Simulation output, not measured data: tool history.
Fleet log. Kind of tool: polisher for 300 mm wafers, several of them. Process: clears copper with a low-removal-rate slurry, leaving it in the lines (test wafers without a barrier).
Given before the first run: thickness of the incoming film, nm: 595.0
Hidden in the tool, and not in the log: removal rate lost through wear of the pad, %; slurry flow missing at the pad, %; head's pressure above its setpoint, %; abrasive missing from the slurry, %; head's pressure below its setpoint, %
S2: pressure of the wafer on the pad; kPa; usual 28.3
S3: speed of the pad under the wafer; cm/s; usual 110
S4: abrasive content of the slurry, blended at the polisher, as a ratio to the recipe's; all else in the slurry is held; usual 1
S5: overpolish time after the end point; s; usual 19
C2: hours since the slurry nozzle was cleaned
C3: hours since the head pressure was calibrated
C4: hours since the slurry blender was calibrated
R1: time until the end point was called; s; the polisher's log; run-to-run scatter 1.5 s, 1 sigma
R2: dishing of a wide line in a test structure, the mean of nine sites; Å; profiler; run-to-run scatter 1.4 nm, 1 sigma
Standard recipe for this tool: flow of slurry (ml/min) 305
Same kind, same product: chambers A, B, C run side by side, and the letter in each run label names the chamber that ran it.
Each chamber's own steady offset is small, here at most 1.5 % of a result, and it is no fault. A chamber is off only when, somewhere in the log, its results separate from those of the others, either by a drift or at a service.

{"run": "1B", "hour": 5.6, "flow of slurry (ml/min)": 305, "S2": 28.3, "S3": 110, "S4": 1, "S5": 19, "wafers polished on this pad": 432, "C2": 10.4, "C3": 1082.7, "C4": 199.4, "R1": 123.3, "R2": 594.14}
{"hour": 9.2, "done": "chamber C: worn pad replaced by a new one"}
{"run": "2C", "hour": 11.2, "flow of slurry (ml/min)": 305, "S2": 28.3, "S3": 110, "S4": 1, "S5": 19, "wafers polished on this pad": 13, "C2": 150.3, "C3": 454.5, "C4": 125.8, "R1": 122.44, "R2": 606.85}
{"hour": 13.7, "done": "chamber B: worn pad replaced by a new one"}
{"run": "3A", "hour": 20.0, "flow of slurry (ml/min)": 305, "S2": 28.3, "S3": 110, "S4": 1, "S5": 19, "wafers polished on this pad": 500, "C2": 261.9, "C3": 112.9, "C4": 72.1, "R1": 120.41, "R2": 601.28}
{"run": "4C", "hour": 29.1, "flow of slurry (ml/min)": 305, "S2": 28.3, "S3": 110, "S4": 1, "S5": 19, "wafers polished on this pad": 131, "C2": 168.2, "C3": 472.4, "C4": 143.7, "R1": 122.48, "R2": 613.26}
{"run": "5B", "hour": 37.9, "flow of slurry (ml/min)": 305, "S2": 37.9, "S3": 128, "S4": 1, "S5": 19, "wafers polished on this pad": 158, "C2": 42.7, "C3": 1115, "C4": 231.7, "R1": 78.238, "R2": 852.5}
{"run": "6A", "hour": 47.2, "flow of slurry (ml/min)": 305, "S2": 37.9, "S3": 128, "S4": 1, "S5": 19, "wafers polished on this pad": 678, "C2": 289.1, "C3": 140.1, "C4": 99.3, "R1": 78.253, "R2": 816.98}
{"run": "7A", "hour": 54.6, "flow of slurry (ml/min)": 305, "S2": 37.9, "S3": 128, "S4": 1, "S5": 19, "wafers polished on this pad": 726, "C2": 296.5, "C3": 147.5, "C4": 106.7, "R1": 80.571, "R2": 826.33}
{"run": "8C", "hour": 60.8, "flow of slurry (ml/min)": 305, "S2": 28.3, "S3": 110, "S4": 1, "S5": 19, "wafers polished on this pad": 338, "C2": 199.9, "C3": 504.1, "C4": 175.4, "R1": 122.16, "R2": 611.27}
{"run": "9B", "hour": 70.0, "flow of slurry (ml/min)": 305, "S2": 28.3, "S3": 110, "S4": 1, "S5": 19, "wafers polished on this pad": 369, "C2": 74.8, "C3": 1147.1, "C4": 263.8, "R1": 122.59, "R2": 587.51}
{"run": "10A", "hour": 78.4, "flow of slurry (ml/min)": 305, "S2": 28.3, "S3": 110, "S4": 1, "S5": 19, "wafers polished on this pad": 882, "C2": 320.3, "C3": 171.3, "C4": 130.5, "R1": 122.29, "R2": 562.06}
{"hour": 78.6, "done": "chamber A: worn pad replaced by a new one"}
{"run": "11C", "hour": 84.9, "flow of slurry (ml/min)": 305, "S2": 28.3, "S3": 110, "S4": 1.15, "S5": 26, "wafers polished on this pad": 496, "C2": 224, "C3": 528.2, "C4": 199.5, "R1": 114.85, "R2": 777.62}
{"hour": 89.2, "done": "chamber B: worn pad replaced by a new one"}
{"run": "12B", "hour": 94.5, "flow of slurry (ml/min)": 305, "S2": 28.3, "S3": 110, "S4": 1.15, "S5": 26, "wafers polished on this pad": 35, "C2": 99.3, "C3": 1171.6, "C4": 288.3, "R1": 118.31, "R2": 771.93}
{"run": "13C", "hour": 101.9, "flow of slurry (ml/min)": 305, "S2": 28.3, "S3": 110, "S4": 1.15, "S5": 26, "wafers polished on this pad": 608, "C2": 241, "C3": 545.2, "C4": 216.5, "R1": 117.57, "R2": 753.29}
{"run": "14B", "hour": 111.6, "flow of slurry (ml/min)": 305, "S2": 28.3, "S3": 110, "S4": 1, "S5": 19, "wafers polished on this pad": 147, "C2": 116.4, "C3": 1188.7, "C4": 305.4, "R1": 120.47, "R2": 602.39}
{"run": "15A", "hour": 116.2, "flow of slurry (ml/min)": 305, "S2": 28.3, "S3": 110, "S4": 1, "S5": 19, "wafers polished on this pad": 246, "C2": 358.1, "C3": 209.1, "C4": 168.3, "R1": 122.25, "R2": 590.19}
{"run": "16C", "hour": 124.7, "flow of slurry (ml/min)": 305, "S2": 28.3, "S3": 110, "S4": 1, "S5": 19, "wafers polished on this pad": 757, "C2": 263.8, "C3": 568, "C4": 239.3, "R1": 121.18, "R2": 616.71}
{"hour": 133.2, "done": "chamber B: head pressure recalibrated"}
{"run": "17A", "hour": 134.4, "flow of slurry (ml/min)": 305, "S2": 28.3, "S3": 110, "S4": 1, "S5": 14, "wafers polished on this pad": 365, "C2": 376.3, "C3": 227.3, "C4": 186.5, "R1": 124.82, "R2": 444.26}
{"run": "18B", "hour": 142.8, "flow of slurry (ml/min)": 305, "S2": 28.3, "S3": 110, "S4": 1, "S5": 14, "wafers polished on this pad": 351, "C2": 147.6, "C3": 9.6, "C4": 336.6, "R1": 135.99, "R2": 410.3}
{"run": "19A", "hour": 149.1, "flow of slurry (ml/min)": 305, "S2": 28.3, "S3": 110, "S4": 1, "S5": 14, "wafers polished on this pad": 462, "C2": 391, "C3": 242, "C4": 201.2, "R1": 124.13, "R2": 453.62}
{"run": "20B", "hour": 155.9, "flow of slurry (ml/min)": 305, "S2": 28.3, "S3": 110, "S4": 1, "S5": 19, "wafers polished on this pad": 437, "C2": 160.7, "C3": 22.7, "C4": 349.7, "R1": 136.33, "R2": 563.65}
{"run": "21C", "hour": 161.9, "flow of slurry (ml/min)": 305, "S2": 28.3, "S3": 110, "S4": 1, "S5": 19, "wafers polished on this pad": 1001, "C2": 301, "C3": 605.2, "C4": 276.5, "R1": 121.62, "R2": 607.91}
{"hour": 163.1, "done": "chamber B: slurry blender recalibrated"}
{"run": "22C", "hour": 169.1, "flow of slurry (ml/min)": 305, "S2": 28.3, "S3": 110, "S4": 1, "S5": 19, "wafers polished on this pad": 1048, "C2": 308.2, "C3": 612.4, "C4": 283.7, "R1": 123.59, "R2": 580.66}
{"run": "23B", "hour": 177.1, "flow of slurry (ml/min)": 305, "S2": 28.3, "S3": 110, "S4": 1, "S5": 14, "wafers polished on this pad": 576, "C2": 181.9, "C3": 43.9, "C4": 14, "R1": 138.18, "R2": 421.67}
{"hour": 178.0, "done": "chamber B: worn pad replaced by a new one"}
{"run": "24A", "hour": 182.1, "flow of slurry (ml/min)": 305, "S2": 28.3, "S3": 110, "S4": 1, "S5": 14, "wafers polished on this pad": 678, "C2": 424, "C3": 275, "C4": 234.2, "R1": 123.58, "R2": 454.39}
{"run": "25B", "hour": 189.4, "flow of slurry (ml/min)": 305, "S2": 28.3, "S3": 110, "S4": 1, "S5": 14, "wafers polished on this pad": 74, "C2": 194.2, "C3": 56.2, "C4": 26.3, "R1": 139.65, "R2": 422.09}
{"run": "26A", "hour": 199.2, "flow of slurry (ml/min)": 305, "S2": 28.3, "S3": 110, "S4": 1, "S5": 19, "wafers polished on this pad": 790, "C2": 441.1, "C3": 292.1, "C4": 251.3, "R1": 119.83, "R2": 585.58}
{"run": "27C", "hour": 206.2, "flow of slurry (ml/min)": 305, "S2": 28.3, "S3": 110, "S4": 1, "S5": 19, "wafers polished on this pad": 1291, "C2": 345.3, "C3": 649.5, "C4": 320.8, "R1": 121.65, "R2": 607.49}
{"run": "28C", "hour": 211.9, "flow of slurry (ml/min)": 305, "S2": 28.3, "S3": 110, "S4": 1, "S5": 19, "wafers polished on this pad": 1328, "C2": 351, "C3": 655.2, "C4": 326.5, "R1": 120.79, "R2": 601.89}
{"hour": 215.7, "done": "chamber A: worn pad replaced by a new one"}
{"hour": 217.8, "done": "chamber C: worn pad replaced by a new one"}
{"run": "29B", "hour": 221.7, "flow of slurry (ml/min)": 305, "S2": 28.3, "S3": 110, "S4": 1, "S5": 19, "wafers polished on this pad": 286, "C2": 226.5, "C3": 88.5, "C4": 58.6, "R1": 140.5, "R2": 541.58}
{"run": "30A", "hour": 226.1, "flow of slurry (ml/min)": 305, "S2": 28.3, "S3": 110, "S4": 1, "S5": 19, "wafers polished on this pad": 68, "C2": 468, "C3": 319, "C4": 278.2, "R1": 123.13, "R2": 580.9}
{"run": "31A", "hour": 232.7, "flow of slurry (ml/min)": 305, "S2": 28.3, "S3": 110, "S4": 1, "S5": 19, "wafers polished on this pad": 111, "C2": 474.6, "C3": 325.6, "C4": 284.8, "R1": 123.99, "R2": 591.16}
{"hour": 233.1, "done": "chamber C: slurry nozzle cleaned"}
{"run": "32B", "hour": 237.6, "flow of slurry (ml/min)": 305, "S2": 34.5, "S3": 110, "S4": 1, "S5": 19, "wafers polished on this pad": 390, "C2": 242.4, "C3": 104.4, "C4": 74.5, "R1": 111.79, "R2": 611.63}
{"run": "33C", "hour": 242.0, "flow of slurry (ml/min)": 305, "S2": 34.5, "S3": 110, "S4": 1, "S5": 19, "wafers polished on this pad": 159, "C2": 8.9, "C3": 685.3, "C4": 356.6, "R1": 100.81, "R2": 720.67}
{"run": "34B", "hour": 247.4, "flow of slurry (ml/min)": 305, "S2": 34.5, "S3": 110, "S4": 1, "S5": 19, "wafers polished on this pad": 454, "C2": 252.2, "C3": 114.2, "C4": 84.3, "R1": 114.75, "R2": 644.44}
{"run": "35C", "hour": 251.8, "flow of slurry (ml/min)": 305, "S2": 28.3, "S3": 110, "S4": 1, "S5": 19, "wafers polished on this pad": 223, "C2": 18.7, "C3": 695.1, "C4": 366.4, "R1": 122.33, "R2": 597.79}
{"hour": 253.9, "done": "chamber B: worn pad replaced by a new one"}
{"run": "36A", "hour": 261.8, "flow of slurry (ml/min)": 305, "S2": 28.3, "S3": 110, "S4": 1, "S5": 19, "wafers polished on this pad": 302, "C2": 503.7, "C3": 354.7, "C4": 313.9, "R1": 121.98, "R2": 589.03}
{"run": "37A", "hour": 271.2, "flow of slurry (ml/min)": 305, "S2": 28.3, "S3": 110, "S4": 1, "S5": 19, "wafers polished on this pad": 363, "C2": 513.1, "C3": 364.1, "C4": 323.3, "R1": 124.23, "R2": 587.41}
{"run": "38B", "hour": 277.1, "flow of slurry (ml/min)": 305, "S2": 28.3, "S3": 110, "S4": 1, "S5": 19, "wafers polished on this pad": 152, "C2": 281.9, "C3": 143.9, "C4": 114, "R1": 136.45, "R2": 546.89}

Decide between three cases: one chamber stands off from its peers, the gauge reading all wafers drifts, or nothing is wrong past each chamber's small offset. Where a chamber is off, say which and what most likely put it there.

After it was serviced, chamber B no longer matches the other chambers.
Cause: head's pressure below its setpoint, % = 11.1.

Chamber B could run next with any of the 4 candidate recipes listed below; each alters the usual settings, and their results appear as question marks. Which one brings its results back in line with what the other chambers deliver on the usual settings?
To be in line, a result may differ from the other chambers' mean on the usual settings by at most: R1 5.4 s; R2 47 Å
{"run": "39B-1", "hour": 284.3, "flow of slurry (ml/min)": 300, "S2": 25.5, "S3": 98, "S4": 1, "S5": 19, "R1": "?", "R2": "?"}
{"run": "39B-2", "hour": 284.3, "flow of slurry (ml/min)": 305, "S2": 29.6, "S3": 116, "S4": 1, "S5": 19, "R1": "?", "R2": "?"}
{"run": "39B-3", "hour": 284.3, "flow of slurry (ml/min)": 310, "S2": 31.7, "S3": 122, "S4": 1, "S5": 20, "R1": "?", "R2": "?"}
{"run": "39B-4", "hour": 284.3, "flow of slurry (ml/min)": 305, "S2": 26.9, "S3": 104, "S4": 1, "S5": 19, "R1": "?", "R2": "?"}

What the other chambers average on the usual settings: R1 122.89 s; R2 595.04 Å
run=39B-1 R1=170.66 R2=439.52
run=39B-2 R1=123.94 R2=576.61
run=39B-3 R1=110.02 R2=661.93
run=39B-4 R1=152.36 R2=484.61
It is 39B-2 that realigns the chamber with its peers.
